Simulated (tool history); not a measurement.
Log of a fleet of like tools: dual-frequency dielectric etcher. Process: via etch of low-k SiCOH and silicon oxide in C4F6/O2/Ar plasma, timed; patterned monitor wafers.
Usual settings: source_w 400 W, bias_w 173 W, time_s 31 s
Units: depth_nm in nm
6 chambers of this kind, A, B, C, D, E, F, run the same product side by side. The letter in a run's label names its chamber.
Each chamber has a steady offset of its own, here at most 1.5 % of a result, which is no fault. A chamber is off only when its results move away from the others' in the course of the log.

run	hour	source_w	bias_w	time_s	read-back reference wafer on the same gauge, depth_nm	depth_nm
1B	8.4	400	173	31	78.75	72.375
2C	16.7	400	173	31	78.72	72.679
3E	24.8	400	173	31	78.722	72.872
4A	33.2	400	173	31	78.712	71.486
5F	44.6	400	156	31	78.674	71.018
6D	55.5	400	156	31	78.727	70.324
7B	67.2	400	156	31	78.694	70.356
8E	77.6	400	156	31	78.675	70.439
9A	87.6	400	156	31	78.738	69.331
10F	97.1	400	156	31	78.689	70.836
11D	104.9	400	173	31	78.732	72.478
12C	113.7	400	173	31	78.675	72.895
13C	122.5	400	173	31	78.686	72.794
14F	133.3	400	173	31	78.7	72.887
15E	142.9	440	173	26.5	78.743	64.53
16D	154	440	173	26.5	78.672	64.446
17B	162.4	440	173	26.5	78.718	64.336
18A	171.5	440	173	26.5	78.726	63.373
# hour 179.2: chamber A: wet clean of the chamber
19F	183.2	440	173	26.5	78.703	64.7
20D	192.9	440	173	26.5	78.714	64.21
21B	201.6	400	173	31	78.697	72.33
22C	213.9	400	205	31	78.725	76.666
23E	221	400	205	31	78.669	76.942
24A	229.7	400	205	31	78.694	75.529
# hour 238.5: chamber F: wet clean of the chamber
25E	240.4	400	205	31	78.709	77.072
26F	249.9	400	205	31	78.678	79.119
27D	255.6	400	205	31	78.687	76.555
28A	261.7	400	173	31	78.692	71.473
29C	267.6	400	173	31	78.674	72.695
30B	277.8	400	173	31	78.706	72.099
# hour 279.5: chamber A: bias power generator calibrated
31A	284.7	400	173	31	78.685	71.483
32E	290.2	400	173	31	78.71	72.716
33C	296.3	400	173	31	78.71	72.796
34B	306.9	400	173	31	78.675	72.486
35F	318.9	490	173	31	78.708	81
36D	328.3	490	173	31	78.659	78.695
37A	335.9	490	173	31	78.723	77.29
38E	347.3	490	173	31	78.701	78.407
# hour 350.3: chamber D: wet clean of the chamber
39C	358.7	490	173	31	78.687	78.583
40D	369	490	173	31	78.706	78.572
41F	381	400	173	31	78.684	75.066

All 6 chambers run these settings next. Forecast each chamber's results:
42A	390.1	400	173	31		?
42B	390.1	400	173	31		?
42C	390.1	400	173	31		?
42D	390.1	400	173	31		?
42E	390.1	400	173	31		?
42F	390.1	400	173	31		?

run	depth_nm
42A	71.454
42B	72.255
42C	72.827
42D	72.456
42E	72.632
42F	74.897

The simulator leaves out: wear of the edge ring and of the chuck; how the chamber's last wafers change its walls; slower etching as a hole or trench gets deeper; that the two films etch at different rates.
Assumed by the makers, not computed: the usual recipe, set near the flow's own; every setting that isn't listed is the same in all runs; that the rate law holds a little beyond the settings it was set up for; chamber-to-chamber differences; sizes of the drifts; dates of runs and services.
